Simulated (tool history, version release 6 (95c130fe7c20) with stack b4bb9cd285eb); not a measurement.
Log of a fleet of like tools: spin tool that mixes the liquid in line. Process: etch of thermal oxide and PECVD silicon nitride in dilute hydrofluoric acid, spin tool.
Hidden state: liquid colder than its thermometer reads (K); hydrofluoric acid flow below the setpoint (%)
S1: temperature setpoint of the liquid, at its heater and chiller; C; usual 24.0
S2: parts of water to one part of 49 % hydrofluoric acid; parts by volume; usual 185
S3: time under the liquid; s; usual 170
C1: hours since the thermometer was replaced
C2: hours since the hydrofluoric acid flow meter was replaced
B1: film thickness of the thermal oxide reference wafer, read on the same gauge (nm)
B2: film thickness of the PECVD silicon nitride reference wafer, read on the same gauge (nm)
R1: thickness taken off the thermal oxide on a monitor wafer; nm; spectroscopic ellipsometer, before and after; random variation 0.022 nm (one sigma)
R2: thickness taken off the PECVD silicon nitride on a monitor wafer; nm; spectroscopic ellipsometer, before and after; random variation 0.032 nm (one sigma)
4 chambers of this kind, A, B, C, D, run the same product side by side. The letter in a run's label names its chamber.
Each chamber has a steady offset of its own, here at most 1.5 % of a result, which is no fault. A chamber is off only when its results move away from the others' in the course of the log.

Run 1C, hour 15.2: usual settings; C1 470.2; C2 1864.4; B1 30.056; B2 100.010. Result: R1 4.0933 nm, R2 3.2613 nm.
Run 2D, hour 25.4: usual settings; C1 1314.9; C2 533.7; B1 29.960; B2 100.000. Result: R1 4.1153 nm, R2 3.2763 nm.
Run 3B, hour 34.8: usual settings; C1 1046.3; C2 750.5; B1 30.019; B2 99.954. Result: R1 4.1429 nm, R2 3.3264 nm.
Run 4A, hour 43.7: usual settings; C1 1051.7; C2 738.3; B1 30.030; B2 100.030. Result: R1 4.1161 nm, R2 3.2582 nm.
Run 5C, hour 56.2: usual settings; C1 511.2; C2 1905.4; B1 29.970; B2 100.000. Result: R1 4.1057 nm, R2 3.2818 nm.
Run 6B, hour 68.2: usual settings; C1 1079.7; C2 783.9; B1 29.950; B2 100.020. Result: R1 4.1009 nm, R2 3.3111 nm.
Run 7A, hour 79.9: usual settings; C1 1087.9; C2 774.5; B1 29.974; B2 100.030. Result: R1 4.1160 nm, R2 3.2854 nm.
Run 8D, hour 95.8: usual settings; C1 1385.3; C2 604.1; B1 29.952; B2 99.990. Result: R1 4.0529 nm, R2 3.1934 nm.
Run 9D, hour 105.7: usual settings; C1 1395.2; C2 614.0; B1 29.963; B2 99.990. Result: R1 4.0943 nm, R2 3.3004 nm.
Run 10A, hour 119.4: usual settings; C1 1127.4; C2 814.0; B1 30.006; B2 100.020. Result: R1 4.1278 nm, R2 3.3340 nm.
Run 11B, hour 130.8: usual settings; C1 1142.3; C2 846.5; B1 30.014; B2 99.987. Result: R1 4.1155 nm, R2 3.2393 nm.
Run 12C, hour 144.5: usual settings; C1 599.5; C2 1993.7; B1 30.014; B2 100.000. Result: R1 4.0954 nm, R2 3.2929 nm.
Run 13B, hour 158.7: usual settings but S1 28.5 C; C1 1170.2; C2 874.4; B1 29.991; B2 99.967. Result: R1 4.7799 nm, R2 4.3713 nm.
Run 14D, hour 167.6: usual settings but S1 28.5 C; C1 1457.1; C2 675.9; B1 29.990; B2 99.963. Result: R1 4.8264 nm, R2 4.4242 nm.
At hour 171.7: chamber C: hydrofluoric acid flow meter replaced.
Run 15A, hour 177.1: usual settings but S1 28.5 C; C1 1185.1; C2 871.7; B1 29.961; B2 99.979. Result: R1 4.8789 nm, R2 4.4026 nm.
Run 16C, hour 191.8: usual settings but S1 28.5 C; C1 646.8; C2 20.2; B1 29.969; B2 99.992. Result: R1 4.8638 nm, R2 4.3772 nm.
Run 17C, hour 202.5: usual settings; C1 657.5; C2 30.9; B1 29.966; B2 99.982. Result: R1 4.0956 nm, R2 3.2710 nm.
Run 18D, hour 216.3: usual settings; C1 1505.8; C2 724.6; B1 29.995; B2 99.982. Result: R1 4.0453 nm, R2 3.2739 nm.
Run 19A, hour 227.6: usual settings; C1 1235.6; C2 922.2; B1 29.969; B2 99.988. Result: R1 4.1274 nm, R2 3.2829 nm.
Run 20B, hour 235.4: usual settings; C1 1246.9; C2 951.1; B1 30.005; B2 100.020. Result: R1 4.0904 nm, R2 3.3165 nm.
Run 21D, hour 247.0: usual settings but S1 27.0 C, S3 245 s; C1 1536.5; C2 755.3; B1 29.944; B2 99.993. Result: R1 6.5599 nm, R2 5.7219 nm.
Run 22A, hour 262.3: usual settings but S1 27.0 C, S3 245 s; C1 1270.3; C2 956.9; B1 30.057; B2 100.020. Result: R1 6.5814 nm, R2 5.7082 nm.
Run 23C, hour 272.5: usual settings but S1 27.0 C, S3 245 s; C1 727.5; C2 100.9; B1 29.962; B2 99.954. Result: R1 6.5877 nm, R2 5.6783 nm.
Run 24B, hour 280.8: usual settings but S1 27.0 C, S3 245 s; C1 1292.3; C2 996.5; B1 30.015; B2 99.982. Result: R1 6.5969 nm, R2 5.6865 nm.
Run 25B, hour 290.1: usual settings; C1 1301.6; C2 1005.8; B1 29.981; B2 99.999. Result: R1 4.0938 nm, R2 3.2653 nm.
Run 26D, hour 302.8: usual settings; C1 1592.3; C2 811.1; B1 30.022; B2 100.010. Result: R1 4.0724 nm, R2 3.2550 nm.
Run 27A, hour 318.8: usual settings; C1 1326.8; C2 1013.4; B1 29.990; B2 100.040. Result: R1 4.0416 nm, R2 3.2796 nm.
Run 28C, hour 334.2: usual settings; C1 789.2; C2 162.6; B1 30.022; B2 99.994. Result: R1 4.1200 nm, R2 3.2846 nm.
Run 29A, hour 342.3: usual settings but S1 22.5 C, S2 255 parts by volume; C1 1350.3; C2 1036.9; B1 30.009; B2 100.020. Result: R1 2.5463 nm, R2 2.1530 nm.
Run 30B, hour 351.4: usual settings but S1 22.5 C, S2 255 parts by volume; C1 1362.9; C2 1067.1; B1 29.973; B2 99.979. Result: R1 2.6188 nm, R2 2.1847 nm.
Run 31C, hour 362.9: usual settings but S1 22.5 C, S2 255 parts by volume; C1 817.9; C2 191.3; B1 29.960; B2 100.020. Result: R1 2.6306 nm, R2 2.1615 nm.
Run 32D, hour 378.2: usual settings but S1 22.5 C, S2 255 parts by volume; C1 1667.7; C2 886.5; B1 29.972; B2 100.020. Result: R1 2.6036 nm, R2 2.1511 nm.
Run 33B, hour 391.4: usual settings; C1 1402.9; C2 1107.1; B1 29.999; B2 99.986. Result: R1 4.1231 nm, R2 3.2442 nm.
Run 34C, hour 401.0: usual settings; C1 856.0; C2 229.4; B1 29.994; B2 99.983. Result: R1 4.1401 nm, R2 3.2906 nm.
Run 35A, hour 416.5: usual settings but S1 20.0 C, S2 215 parts by volume; C1 1424.5; C2 1111.1; B1 29.955; B2 100.020. Result: R1 2.8412 nm, R2 2.1570 nm.
Run 36D, hour 432.3: usual settings but S1 20.0 C, S2 215 parts by volume; C1 1721.8; C2 940.6; B1 29.989; B2 100.030. Result: R1 2.9432 nm, R2 2.1730 nm.
Run 37D, hour 440.1: usual settings but S1 20.0 C, S2 215 parts by volume; C1 1729.6; C2 948.4; B1 29.987; B2 100.030. Result: R1 2.9022 nm, R2 2.1528 nm.
Run 38B, hour 455.6: usual settings but S1 20.0 C, S2 215 parts by volume; C1 1467.1; C2 1171.3; B1 29.955; B2 100.030. Result: R1 2.9510 nm, R2 2.1679 nm.
Run 39C, hour 467.3: usual settings; C1 922.3; C2 295.7; B1 29.969; B2 100.010. Result: R1 4.1108 nm, R2 3.2099 nm.
Run 40A, hour 475.7: usual settings; C1 1483.7; C2 1170.3; B1 29.986; B2 99.991. Result: R1 3.9367 nm, R2 3.1474 nm.
Run 41B, hour 491.5: usual settings; C1 1503.0; C2 1207.2; B1 30.050; B2 100.020. Result: R1 4.0966 nm, R2 3.2550 nm.
Run 42C, hour 498.8: usual settings; C1 953.8; C2 327.2; B1 29.995; B2 99.989. Result: R1 4.1129 nm, R2 3.2827 nm.

All 4 chambers run these settings next. Forecast each chamber's results:
Run 43A, hour 510.3: usual settings. Result: R1 ?, R2 ?.
Run 43B, hour 510.3: usual settings. Result: R1 ?, R2 ?.
Run 43C, hour 510.3: usual settings. Result: R1 ?, R2 ?.
Run 43D, hour 510.3: usual settings. Result: R1 ?, R2 ?.

run      R1      R2
43A  3.9419  3.1317
43B  4.0631  3.3010
43C  4.0650  3.2638
43D  4.0851  3.2647

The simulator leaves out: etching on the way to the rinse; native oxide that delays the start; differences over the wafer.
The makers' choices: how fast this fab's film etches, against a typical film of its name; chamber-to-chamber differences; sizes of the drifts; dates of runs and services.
